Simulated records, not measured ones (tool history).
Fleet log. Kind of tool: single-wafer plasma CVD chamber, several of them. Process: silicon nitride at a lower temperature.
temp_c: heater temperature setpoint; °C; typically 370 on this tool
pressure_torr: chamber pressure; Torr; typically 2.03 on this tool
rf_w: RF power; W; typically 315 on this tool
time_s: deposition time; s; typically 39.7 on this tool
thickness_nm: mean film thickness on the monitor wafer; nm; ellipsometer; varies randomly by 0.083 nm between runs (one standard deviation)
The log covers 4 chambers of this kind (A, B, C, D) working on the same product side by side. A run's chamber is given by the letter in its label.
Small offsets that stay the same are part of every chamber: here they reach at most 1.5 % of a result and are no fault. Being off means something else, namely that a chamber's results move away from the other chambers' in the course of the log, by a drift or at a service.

| run | hour | temp_c | pressure_torr | rf_w | time_s | hours since the last thermocouple change | hours since the last RF generator calibration | hours since the last manometer calibration | read-back reference wafer on the same gauge, thickness_nm | thickness_nm |
|---|---|---|---|---|---|---|---|---|---|---|
| 1B | 4.4 | 370 | 2.03 | 315 | 39.7 | 1256.1 | 785.6 | 1600.3 | 47.406 | 50.397 |
| 2D | 7.5 | 370 | 2.03 | 315 | 39.7 | 1812.8 | 1267.4 | 1348.2 | 47.424 | 51.04 |
| 3C | 10.8 | 370 | 2.03 | 315 | 39.7 | 1727.7 | 230.8 | 48.9 | 47.431 | 51.034 |
| 4A | 13.1 | 370 | 2.03 | 315 | 39.7 | 1779.9 | 1043.6 | 1076.6 | 47.46 | 51.173 |
| 5B | 16.3 | 370 | 2.03 | 315 | 39.7 | 1268 | 797.5 | 1612.2 | 47.452 | 50.409 |
| 6C | 18.9 | 370 | 2.03 | 315 | 39.7 | 1735.8 | 238.9 | 57 | 47.462 | 51.097 |
| 7D | 23.3 | 370 | 2.03 | 315 | 39.7 | 1828.6 | 1283.2 | 1364 | 47.465 | 51.057 |
| 8A | 27 | 370 | 2.03 | 315 | 39.7 | 1793.8 | 1057.5 | 1090.5 | 47.49 | 51.2 |
| 9B | 30.4 | 359 | 2.3 | 315 | 39.7 | 1282.1 | 811.6 | 1626.3 | 47.496 | 52.313 |
| 10D | 33.3 | 359 | 2.3 | 315 | 39.7 | 1838.6 | 1293.2 | 1374 | 47.48 | 52.87 |
| 11C | 36 | 359 | 2.3 | 315 | 39.7 | 1752.9 | 256 | 74.1 | 47.509 | 52.807 |
| 12A | 38.1 | 359 | 2.3 | 315 | 39.7 | 1804.9 | 1068.6 | 1101.6 | 47.498 | 53.115 |
| 13D | 40.4 | 370 | 2.03 | 315 | 39.7 | 1845.7 | 1300.3 | 1381.1 | 47.513 | 51.012 |
| 14A | 42.9 | 370 | 2.03 | 315 | 39.7 | 1809.7 | 1073.4 | 1106.4 | 47.526 | 51.39 |
| 15C | 45.5 | 370 | 2.03 | 315 | 39.7 | 1762.4 | 265.5 | 83.6 | 47.523 | 51.25 |
| 16B | 49.7 | 370 | 2.03 | 315 | 39.7 | 1301.4 | 830.9 | 1645.6 | 47.523 | 50.277 |
| 17D | 53.9 | 370 | 2.03 | 315 | 39.7 | 1859.2 | 1313.8 | 1394.6 | 47.558 | 51.031 |
| 18B | 56 | 370 | 2.03 | 315 | 39.7 | 1307.7 | 837.2 | 1651.9 | 47.556 | 50.574 |
| 19A | 58.1 | 370 | 2.03 | 315 | 39.7 | 1824.9 | 1088.6 | 1121.6 | 47.577 | 51.316 |
| 20C | 60.5 | 370 | 2.03 | 315 | 39.7 | 1777.4 | 280.5 | 98.6 | 47.554 | 51.175 |
| 21B | 64.4 | 370 | 2.03 | 315 | 39.7 | 1316.1 | 845.6 | 1660.3 | 47.591 | 50.563 |
|  | 66.7 | chamber B: capacitance manometer re-zeroed and calibrated |
| 22A | 67.7 | 370 | 2.03 | 315 | 39.7 | 1834.5 | 1098.2 | 1131.2 | 47.602 | 51.493 |
| 23C | 70.2 | 370 | 2.03 | 315 | 39.7 | 1787.1 | 290.2 | 108.3 | 47.612 | 51.071 |
|  | 70.5 | chamber B: thermocouple changed; heater temperature recalibrated |
| 24D | 72.4 | 370 | 2.03 | 315 | 39.7 | 1877.7 | 1332.3 | 1413.1 | 47.605 | 51.157 |
| 25A | 75.5 | 370 | 2.03 | 315 | 39.7 | 1842.3 | 1106 | 1139 | 47.607 | 51.241 |
| 26C | 78.1 | 370 | 2.03 | 315 | 39.7 | 1795 | 298.1 | 116.2 | 47.603 | 51.447 |
| 27B | 81.5 | 383 | 2.03 | 315 | 46.2 | 11 | 862.7 | 14.9 | 47.612 | 58.443 |
| 28D | 83.9 | 383 | 2.03 | 315 | 46.2 | 1889.2 | 1343.8 | 1424.6 | 47.629 | 59.049 |
| 29D | 88.2 | 383 | 2.03 | 315 | 46.2 | 1893.5 | 1348.1 | 1428.9 | 47.655 | 59.086 |
| 30A | 92.4 | 383 | 2.03 | 315 | 46.2 | 1859.2 | 1122.9 | 1155.9 | 47.665 | 59.605 |
|  | 95.4 | chamber A: capacitance manometer re-zeroed and calibrated |
| 31B | 95.6 | 370 | 2.03 | 315 | 39.7 | 25.1 | 876.8 | 29 | 47.656 | 50.671 |
| 32C | 98.7 | 370 | 2.03 | 315 | 39.7 | 1815.6 | 318.7 | 136.8 | 47.673 | 51.404 |
| 33A | 102.7 | 370 | 2.03 | 315 | 39.7 | 1869.5 | 1133.2 | 7.4 | 47.663 | 51.539 |
| 34D | 105.1 | 359 | 2.03 | 260 | 39.7 | 1910.4 | 1365 | 1445.8 | 47.69 | 45.219 |
| 35C | 107.6 | 359 | 2.03 | 260 | 39.7 | 1824.5 | 327.6 | 145.7 | 47.706 | 45.407 |
| 36B | 111 | 359 | 2.03 | 260 | 39.7 | 40.5 | 892.2 | 44.4 | 47.718 | 44.696 |

Next, all 4 chambers run the settings below, one line each with question marks for the results. What does each chamber give?
| 37A | 114.4 | 370 | 2.43 | 315 | 39.7 |  |  |  |  | ? |
| 37B | 114.4 | 370 | 2.43 | 315 | 39.7 |  |  |  |  | ? |
| 37C | 114.4 | 370 | 2.43 | 315 | 39.7 |  |  |  |  | ? |
| 37D | 114.4 | 370 | 2.43 | 315 | 39.7 |  |  |  |  | ? |

| run | thickness_nm |
|---|---|
| 37A | 53.977 |
| 37B | 53.094 |
| 37C | 53.792 |
| 37D | 53.753 |
